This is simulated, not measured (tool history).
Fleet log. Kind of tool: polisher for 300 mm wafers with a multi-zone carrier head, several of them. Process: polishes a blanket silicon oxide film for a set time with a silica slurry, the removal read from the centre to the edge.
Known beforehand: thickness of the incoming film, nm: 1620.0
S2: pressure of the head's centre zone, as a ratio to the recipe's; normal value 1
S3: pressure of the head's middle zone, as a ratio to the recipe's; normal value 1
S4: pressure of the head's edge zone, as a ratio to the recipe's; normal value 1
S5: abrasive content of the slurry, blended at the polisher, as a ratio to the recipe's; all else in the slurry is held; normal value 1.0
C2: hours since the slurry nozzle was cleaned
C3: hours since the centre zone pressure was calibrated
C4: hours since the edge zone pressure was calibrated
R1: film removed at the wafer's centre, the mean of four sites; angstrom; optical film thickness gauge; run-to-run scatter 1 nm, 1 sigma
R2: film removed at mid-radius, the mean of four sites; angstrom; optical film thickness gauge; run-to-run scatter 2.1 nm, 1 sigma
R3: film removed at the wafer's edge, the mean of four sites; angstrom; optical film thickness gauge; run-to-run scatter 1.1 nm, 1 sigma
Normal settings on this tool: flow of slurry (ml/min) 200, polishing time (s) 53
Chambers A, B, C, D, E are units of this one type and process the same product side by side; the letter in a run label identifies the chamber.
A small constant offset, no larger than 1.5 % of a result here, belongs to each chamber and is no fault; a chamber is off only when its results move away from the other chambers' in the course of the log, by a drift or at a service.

Run 1D, day 0.371: usual settings; wafers polished on this pad 170; C2 518.6; C3 180.8; C4 9.8. Result: R1 1575.2 angstrom, R2 1646.6 angstrom, R3 1607.2 angstrom.
Run 2E, day 0.704: usual settings; wafers polished on this pad 341; C2 234.8; C3 282.6; C4 34.9. Result: R1 1612.7 angstrom, R2 1622.8 angstrom, R3 1584.2 angstrom.
At day 0.921: chamber B: worn pad replaced by a new one.
At day 1.083: chamber C: worn pad replaced by a new one.
Run 3C, day 1.179: usual settings; wafers polished on this pad 30; C2 104.0; C3 213.1; C4 892.0. Result: R1 1611.7 angstrom, R2 1578.6 angstrom, R3 1574.5 angstrom.
Run 4A, day 1.517: usual settings; wafers polished on this pad 981; C2 389.9; C3 672.3; C4 214.8. Result: R1 1613.8 angstrom, R2 1593.0 angstrom, R3 1622.5 angstrom.
Run 5B, day 1.733: usual settings; wafers polished on this pad 257; C2 329.3; C3 419.6; C4 121.2. Result: R1 1588.6 angstrom, R2 1577.1 angstrom, R3 1590.1 angstrom.
Run 6C, day 2.046: usual settings; wafers polished on this pad 304; C2 124.8; C3 233.9; C4 912.8. Result: R1 1603.2 angstrom, R2 1586.6 angstrom, R3 1583.9 angstrom.
Run 7A, day 2.362: usual settings; wafers polished on this pad 1248; C2 410.2; C3 692.6; C4 235.1. Result: R1 1623.9 angstrom, R2 1598.0 angstrom, R3 1604.9 angstrom.
At day 2.717: chamber E: worn pad replaced by a new one.
At day 2.725: chamber A: worn pad replaced by a new one.
Run 8E, day 2.779: usual settings; wafers polished on this pad 20; C2 284.6; C3 332.4; C4 84.7. Result: R1 1600.4 angstrom, R2 1566.1 angstrom, R3 1602.3 angstrom.
At day 3.004: chamber D: worn pad replaced by a new one.
Run 9D, day 3.162: usual settings; wafers polished on this pad 50; C2 585.6; C3 247.8; C4 76.8. Result: R1 1605.4 angstrom, R2 1596.4 angstrom, R3 1614.2 angstrom.
Run 10B, day 3.383: usual settings; wafers polished on this pad 778; C2 368.9; C3 459.2; C4 160.8. Result: R1 1595.7 angstrom, R2 1598.8 angstrom, R3 1588.7 angstrom.
At day 3.471: chamber D: slurry nozzle cleaned.
Run 11D, day 3.833: usual settings but S5 1.1, polishing time (s) 67; wafers polished on this pad 262; C2 8.8; C3 263.9; C4 92.9. Result: R1 2106.4 angstrom, R2 2054.7 angstrom, R3 2090.2 angstrom.
At day 4.083: chamber C: worn pad replaced by a new one.
Run 12E, day 4.212: usual settings but S5 1.1, polishing time (s) 67; wafers polished on this pad 472; C2 319.0; C3 366.8; C4 119.1. Result: R1 2083.7 angstrom, R2 2079.9 angstrom, R3 2109.5 angstrom.
At day 4.633: chamber B: worn pad replaced by a new one.
Run 13C, day 4.642: usual settings but S5 1.1, polishing time (s) 67; wafers polished on this pad 176; C2 187.1; C3 296.2; C4 975.1. Result: R1 2120.2 angstrom, R2 2072.0 angstrom, R3 2072.8 angstrom.
At day 5.025: chamber C: edge zone pressure recalibrated.
Run 14B, day 5.133: usual settings but S5 1.1, polishing time (s) 67; wafers polished on this pad 158; C2 410.9; C3 501.2; C4 202.8. Result: R1 2089.4 angstrom, R2 2129.9 angstrom, R3 2083.7 angstrom.
Run 15A, day 5.417: usual settings but S5 1.1, polishing time (s) 67; wafers polished on this pad 850; C2 483.5; C3 765.9; C4 308.4. Result: R1 2110.2 angstrom, R2 2136.2 angstrom, R3 2105.3 angstrom.
At day 5.554: chamber E: worn pad replaced by a new one.
Run 16D, day 5.825: usual settings; wafers polished on this pad 891; C2 56.6; C3 311.7; C4 140.7. Result: R1 1603.6 angstrom, R2 1610.8 angstrom, R3 1586.0 angstrom.
At day 5.908: chamber D: worn pad replaced by a new one.
Run 17B, day 6.304: usual settings; wafers polished on this pad 527; C2 439.0; C3 529.3; C4 230.9. Result: R1 1597.8 angstrom, R2 1628.3 angstrom, R3 1606.5 angstrom.
At day 6.650: chamber C: worn pad replaced by a new one.
Run 18E, day 6.650: usual settings; wafers polished on this pad 346; C2 377.5; C3 425.3; C4 177.6. Result: R1 1566.9 angstrom, R2 1604.6 angstrom, R3 1581.2 angstrom.
At day 6.704: chamber A: worn pad replaced by a new one.
Run 19C, day 6.933: usual settings; wafers polished on this pad 90; C2 242.1; C3 351.2; C4 45.8. Result: R1 1609.7 angstrom, R2 1539.4 angstrom, R3 1604.7 angstrom.
Run 20A, day 7.325: usual settings; wafers polished on this pad 196; C2 529.3; C3 811.7; C4 354.2. Result: R1 1628.9 angstrom, R2 1587.2 angstrom, R3 1612.8 angstrom.
Run 21C, day 7.612: usual settings; wafers polished on this pad 304; C2 258.4; C3 367.5; C4 62.1. Result: R1 1603.2 angstrom, R2 1548.9 angstrom, R3 1593.7 angstrom.
Run 22A, day 7.929: usual settings but flow of slurry (ml/min) 245, S5 1.2; wafers polished on this pad 387; C2 543.8; C3 826.2; C4 368.7. Result: R1 1772.2 angstrom, R2 1767.5 angstrom, R3 1778.9 angstrom.
At day 8.104: chamber B: centre zone pressure recalibrated.
Run 23B, day 8.150: usual settings but flow of slurry (ml/min) 245, S5 1.2; wafers polished on this pad 1110; C2 483.3; C3 1.2; C4 275.2. Result: R1 1782.3 angstrom, R2 1787.6 angstrom, R3 1771.9 angstrom.
At day 8.538: chamber D: worn pad replaced by a new one.
Run 24D, day 8.554: usual settings but flow of slurry (ml/min) 245, S5 1.2; wafers polished on this pad 5; C2 122.1; C3 377.2; C4 206.2. Result: R1 1763.6 angstrom, R2 1801.4 angstrom, R3 1759.7 angstrom.
Run 25E, day 8.833: usual settings but flow of slurry (ml/min) 245, S5 1.2; wafers polished on this pad 1035; C2 429.9; C3 477.7; C4 230.0. Result: R1 1743.8 angstrom, R2 1735.3 angstrom, R3 1718.0 angstrom.
At day 8.871: chamber E: worn pad replaced by a new one.
At day 8.942: chamber B: worn pad replaced by a new one.
At day 8.983: chamber C: slurry nozzle cleaned.
At day 9.046: chamber C: worn pad replaced by a new one.
Run 26D, day 9.242: usual settings but flow of slurry (ml/min) 245, S5 1.2; wafers polished on this pad 222; C2 138.6; C3 393.7; C4 222.7. Result: R1 1789.4 angstrom, R2 1776.6 angstrom, R3 1750.1 angstrom.
Run 27C, day 9.608: usual settings; wafers polished on this pad 178; C2 15.0; C3 415.4; C4 110.0. Result: R1 1605.4 angstrom, R2 1598.9 angstrom, R3 1592.7 angstrom.
Run 28E, day 9.917: usual settings; wafers polished on this pad 331; C2 455.9; C3 503.7; C4 256.0. Result: R1 1534.8 angstrom, R2 1553.4 angstrom, R3 1558.5 angstrom.
Run 29B, day 10.321: usual settings; wafers polished on this pad 435; C2 535.4; C3 53.3; C4 327.3. Result: R1 1585.7 angstrom, R2 1570.3 angstrom, R3 1575.3 angstrom.
Run 30A, day 10.533: usual settings; wafers polished on this pad 1208; C2 606.3; C3 888.7; C4 431.2. Result: R1 1605.6 angstrom, R2 1621.8 angstrom, R3 1606.6 angstrom.
Run 31A, day 10.871: usual settings; wafers polished on this pad 1315; C2 614.4; C3 896.8; C4 439.3. Result: R1 1596.4 angstrom, R2 1615.0 angstrom, R3 1598.4 angstrom.
Run 32E, day 11.162: usual settings; wafers polished on this pad 724; C2 485.8; C3 533.6; C4 285.9. Result: R1 1520.5 angstrom, R2 1503.2 angstrom, R3 1564.8 angstrom.
Run 33B, day 11.379: usual settings; wafers polished on this pad 769; C2 560.8; C3 78.7; C4 352.7. Result: R1 1591.1 angstrom, R2 1579.3 angstrom, R3 1614.8 angstrom.
Run 34D, day 11.771: usual settings; wafers polished on this pad 1020; C2 199.3; C3 454.4; C4 283.4. Result: R1 1596.0 angstrom, R2 1604.6 angstrom, R3 1576.0 angstrom.

Is one chamber out of step, is the gauge drifting, or do the chambers differ by no more than their own small offsets? For an off chamber, give its letter and the likeliest cause.

Chamber E drifts away from the others.
What lies behind it: slurry flow missing at the pad, % = 25.2.

Which of the 4 candidates below, each the usual settings with something changed and its results left as question marks, puts chamber E back in line with what the other chambers give on the usual settings?
Allowed miss from the other chambers' usual-settings mean, per result, to count as in line: R1 36.0 angstrom; R2 72.0 angstrom; R3 38.0 angstrom
Run 35E-1, day 12.125: usual settings but S2 0.99. Result: R1 ?, R2 ?, R3 ?.
Run 35E-2, day 12.125: usual settings but flow of slurry (ml/min) 205, S2 1.01, S3 1.01, S4 0.99, polishing time (s) 55. Result: R1 ?, R2 ?, R3 ?.
Run 35E-3, day 12.125: usual settings but S2 1.01. Result: R1 ?, R2 ?, R3 ?.
Run 35E-4, day 12.125: usual settings but flow of slurry (ml/min) 195, S2 0.99, S3 0.99, S4 1.01, polishing time (s) 51. Result: R1 ?, R2 ?, R3 ?.

What the other chambers average on the usual settings: R1 1595.8 angstrom; R2 1596.8 angstrom; R3 1596.9 angstrom
  run      R1      R2      R3
35E-1  1503.9  1509.9  1540.2
35E-2  1604.0  1588.4  1595.1
35E-3  1537.4  1509.7  1540.2
35E-4  1438.9  1432.6  1484.8
It is 35E-2 that realigns the chamber with its peers.

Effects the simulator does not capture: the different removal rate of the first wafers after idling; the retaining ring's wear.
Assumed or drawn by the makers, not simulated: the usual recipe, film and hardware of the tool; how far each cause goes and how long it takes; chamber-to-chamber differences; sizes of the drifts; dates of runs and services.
